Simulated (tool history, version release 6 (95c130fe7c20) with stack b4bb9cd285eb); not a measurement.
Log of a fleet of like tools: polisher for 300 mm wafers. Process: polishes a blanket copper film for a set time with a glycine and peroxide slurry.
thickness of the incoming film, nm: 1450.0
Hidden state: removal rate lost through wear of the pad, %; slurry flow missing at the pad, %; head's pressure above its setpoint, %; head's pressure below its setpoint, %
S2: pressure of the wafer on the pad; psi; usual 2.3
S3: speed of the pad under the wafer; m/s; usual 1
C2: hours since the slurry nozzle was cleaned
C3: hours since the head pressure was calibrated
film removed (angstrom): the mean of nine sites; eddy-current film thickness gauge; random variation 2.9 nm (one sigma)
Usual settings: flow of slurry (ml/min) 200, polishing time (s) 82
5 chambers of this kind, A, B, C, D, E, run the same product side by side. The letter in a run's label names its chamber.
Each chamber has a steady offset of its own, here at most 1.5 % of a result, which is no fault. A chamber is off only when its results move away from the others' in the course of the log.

-- day=0.058 chamber A: worn pad replaced by a new one
-- day=0.312 chamber E: worn pad replaced by a new one
run 1E day=0.438 | flow_of_slurry_(ml/min)=200 S2=2.3 S3=1 polishing_time_(s)=82 | wafers_polished_on_this_pad=27 C2=220.2 C3=255.7 | film_removed_(angstrom)=3283
-- day=0.862 chamber B: worn pad replaced by a new one
run 2C day=0.929 | flow_of_slurry_(ml/min)=200 S2=2.3 S3=1 polishing_time_(s)=82 | wafers_polished_on_this_pad=301 C2=251 C3=117.4 | film_removed_(angstrom)=3269.6
run 3D day=1.371 | flow_of_slurry_(ml/min)=200 S2=2.3 S3=1 polishing_time_(s)=82 | wafers_polished_on_this_pad=547 C2=737.8 C3=731.5 | film_removed_(angstrom)=3212.4
run 4A day=1.812 | flow_of_slurry_(ml/min)=200 S2=2.3 S3=1 polishing_time_(s)=82 | wafers_polished_on_this_pad=385 C2=485.6 C3=896.6 | film_removed_(angstrom)=3278.8
run 5B day=2.142 | flow_of_slurry_(ml/min)=170 S2=2.3 S3=1 polishing_time_(s)=108 | wafers_polished_on_this_pad=281 C2=126.5 C3=188.7 | film_removed_(angstrom)=4274
-- day=2.283 chamber A: head pressure recalibrated
-- day=2.625 chamber A: worn pad replaced by a new one
run 6D day=2.65 | flow_of_slurry_(ml/min)=170 S2=2.3 S3=1 polishing_time_(s)=108 | wafers_polished_on_this_pad=828 C2=768.5 C3=762.2 | film_removed_(angstrom)=4226
run 7C day=2.933 | flow_of_slurry_(ml/min)=170 S2=2.3 S3=1 polishing_time_(s)=108 | wafers_polished_on_this_pad=742 C2=299.1 C3=165.5 | film_removed_(angstrom)=4077.3
-- day=3.104 chamber D: worn pad replaced by a new one
run 8B day=3.192 | flow_of_slurry_(ml/min)=170 S2=2.3 S3=1 polishing_time_(s)=108 | wafers_polished_on_this_pad=512 C2=151.7 C3=213.9 | film_removed_(angstrom)=4175.5
-- day=3.262 chamber C: slurry nozzle cleaned
run 9E day=3.417 | flow_of_slurry_(ml/min)=170 S2=2.3 S3=1 polishing_time_(s)=108 | wafers_polished_on_this_pad=682 C2=291.7 C3=327.2 | film_removed_(angstrom)=4241.3
-- day=3.421 chamber D: slurry nozzle cleaned
run 10A day=3.917 | flow_of_slurry_(ml/min)=200 S2=2.3 S3=1 polishing_time_(s)=82 | wafers_polished_on_this_pad=284 C2=536.1 C3=39.2 | film_removed_(angstrom)=3260.1
-- day=3.946 chamber E: worn pad replaced by a new one
run 11E day=4.346 | flow_of_slurry_(ml/min)=200 S2=2.3 S3=1 polishing_time_(s)=82 | wafers_polished_on_this_pad=88 C2=314 C3=349.5 | film_removed_(angstrom)=3306.1
run 12A day=4.725 | flow_of_slurry_(ml/min)=200 S2=2.3 S3=1 polishing_time_(s)=82 | wafers_polished_on_this_pad=461 C2=555.5 C3=58.6 | film_removed_(angstrom)=3264.3
-- day=4.746 chamber C: worn pad replaced by a new one
-- day=4.988 chamber A: worn pad replaced by a new one
run 13D day=5.133 | flow_of_slurry_(ml/min)=200 S2=2.3 S3=1 polishing_time_(s)=82 | wafers_polished_on_this_pad=446 C2=41.1 C3=821.8 | film_removed_(angstrom)=3251.3
run 14B day=5.558 | flow_of_slurry_(ml/min)=200 S2=2.3 S3=1 polishing_time_(s)=82 | wafers_polished_on_this_pad=1033 C2=208.5 C3=270.7 | film_removed_(angstrom)=3297.1
-- day=5.946 chamber B: worn pad replaced by a new one
run 15C day=6.042 | flow_of_slurry_(ml/min)=200 S2=2.3 S3=1 polishing_time_(s)=82 | wafers_polished_on_this_pad=285 C2=66.8 C3=240.1 | film_removed_(angstrom)=3195.1
-- day=6.183 chamber A: slurry nozzle cleaned
run 16C day=6.496 | flow_of_slurry_(ml/min)=270 S2=2.3 S3=0.84 polishing_time_(s)=82 | wafers_polished_on_this_pad=385 C2=77.7 C3=251 | film_removed_(angstrom)=2978.2
run 17E day=6.833 | flow_of_slurry_(ml/min)=270 S2=2.3 S3=0.84 polishing_time_(s)=82 | wafers_polished_on_this_pad=635 C2=373.7 C3=409.2 | film_removed_(angstrom)=2998.6
run 18A day=7.254 | flow_of_slurry_(ml/min)=270 S2=2.3 S3=0.84 polishing_time_(s)=82 | wafers_polished_on_this_pad=498 C2=25.7 C3=119.3 | film_removed_(angstrom)=2912.8
run 19B day=7.633 | flow_of_slurry_(ml/min)=270 S2=2.3 S3=0.84 polishing_time_(s)=82 | wafers_polished_on_this_pad=372 C2=258.3 C3=320.5 | film_removed_(angstrom)=2980.8
-- day=7.767 chamber B: slurry nozzle cleaned
-- day=7.892 chamber A: worn pad replaced by a new one
run 20D day=7.967 | flow_of_slurry_(ml/min)=270 S2=2.3 S3=0.84 polishing_time_(s)=82 | wafers_polished_on_this_pad=1069 C2=109.1 C3=889.8 | film_removed_(angstrom)=2976.7
-- day=8.104 chamber D: worn pad replaced by a new one
run 21B day=8.292 | flow_of_slurry_(ml/min)=200 S2=2.3 S3=1 polishing_time_(s)=82 | wafers_polished_on_this_pad=516 C2=12.7 C3=336.3 | film_removed_(angstrom)=3283.8
-- day=8.554 chamber E: worn pad replaced by a new one
run 22A day=8.712 | flow_of_slurry_(ml/min)=200 S2=2.3 S3=1 polishing_time_(s)=82 | wafers_polished_on_this_pad=180 C2=60.7 C3=154.3 | film_removed_(angstrom)=3297.7
run 23D day=8.975 | flow_of_slurry_(ml/min)=200 S2=2.3 S3=1 polishing_time_(s)=82 | wafers_polished_on_this_pad=192 C2=133.3 C3=914 | film_removed_(angstrom)=3311.8
run 24C day=9.308 | flow_of_slurry_(ml/min)=200 S2=2.3 S3=0.84 polishing_time_(s)=92 | wafers_polished_on_this_pad=1003 C2=145.2 C3=318.5 | film_removed_(angstrom)=3191.8
run 25E day=9.812 | flow_of_slurry_(ml/min)=200 S2=2.3 S3=0.84 polishing_time_(s)=92 | wafers_polished_on_this_pad=277 C2=445.2 C3=480.7 | film_removed_(angstrom)=3247
run 26E day=10.071 | flow_of_slurry_(ml/min)=200 S2=2.3 S3=0.84 polishing_time_(s)=92 | wafers_polished_on_this_pad=334 C2=451.4 C3=486.9 | film_removed_(angstrom)=3231.7
-- day=10.317 chamber A: worn pad replaced by a new one
-- day=10.404 chamber C: worn pad replaced by a new one
run 27D day=10.429 | flow_of_slurry_(ml/min)=200 S2=2.3 S3=0.84 polishing_time_(s)=92 | wafers_polished_on_this_pad=511 C2=168.2 C3=948.9 | film_removed_(angstrom)=3244.7
run 28B day=10.842 | flow_of_slurry_(ml/min)=200 S2=2.3 S3=0.84 polishing_time_(s)=92 | wafers_polished_on_this_pad=1077 C2=73.9 C3=397.5 | film_removed_(angstrom)=3227.2
run 29A day=11.317 | flow_of_slurry_(ml/min)=200 S2=2.9 S3=1 polishing_time_(s)=107 | wafers_polished_on_this_pad=220 C2=123.2 C3=216.8 | film_removed_(angstrom)=5232.7
run 30C day=11.738 | flow_of_slurry_(ml/min)=200 S2=2.9 S3=1 polishing_time_(s)=107 | wafers_polished_on_this_pad=294 C2=203.5 C3=376.8 | film_removed_(angstrom)=5096.5
run 31E day=12.129 | flow_of_slurry_(ml/min)=200 S2=2.9 S3=1 polishing_time_(s)=107 | wafers_polished_on_this_pad=786 C2=500.8 C3=536.3 | film_removed_(angstrom)=5215.5
run 32D day=12.517 | flow_of_slurry_(ml/min)=200 S2=2.9 S3=1 polishing_time_(s)=107 | wafers_polished_on_this_pad=971 C2=218.3 C3=999 | film_removed_(angstrom)=5083.4
-- day=12.538 chamber A: worn pad replaced by a new one
run 33A day=12.888 | flow_of_slurry_(ml/min)=200 S2=2.9 S3=1 polishing_time_(s)=107 | wafers_polished_on_this_pad=77 C2=160.9 C3=254.5 | film_removed_(angstrom)=5186

Next, every chamber runs the same settings. What will each give?
run 34A day=13.254 | flow_of_slurry_(ml/min)=200 S2=2.3 S3=1 polishing_time_(s)=82 | film_removed_(angstrom)=?
run 34B day=13.254 | flow_of_slurry_(ml/min)=200 S2=2.3 S3=1 polishing_time_(s)=82 | film_removed_(angstrom)=?
run 34C day=13.254 | flow_of_slurry_(ml/min)=200 S2=2.3 S3=1 polishing_time_(s)=82 | film_removed_(angstrom)=?
run 34D day=13.254 | flow_of_slurry_(ml/min)=200 S2=2.3 S3=1 polishing_time_(s)=82 | film_removed_(angstrom)=?
run 34E day=13.254 | flow_of_slurry_(ml/min)=200 S2=2.3 S3=1 polishing_time_(s)=82 | film_removed_(angstrom)=?

run=34A film_removed_(angstrom)=3277.3
run=34B film_removed_(angstrom)=3298
run=34C film_removed_(angstrom)=3235.7
run=34D film_removed_(angstrom)=3271.6
run=34E film_removed_(angstrom)=3270.6
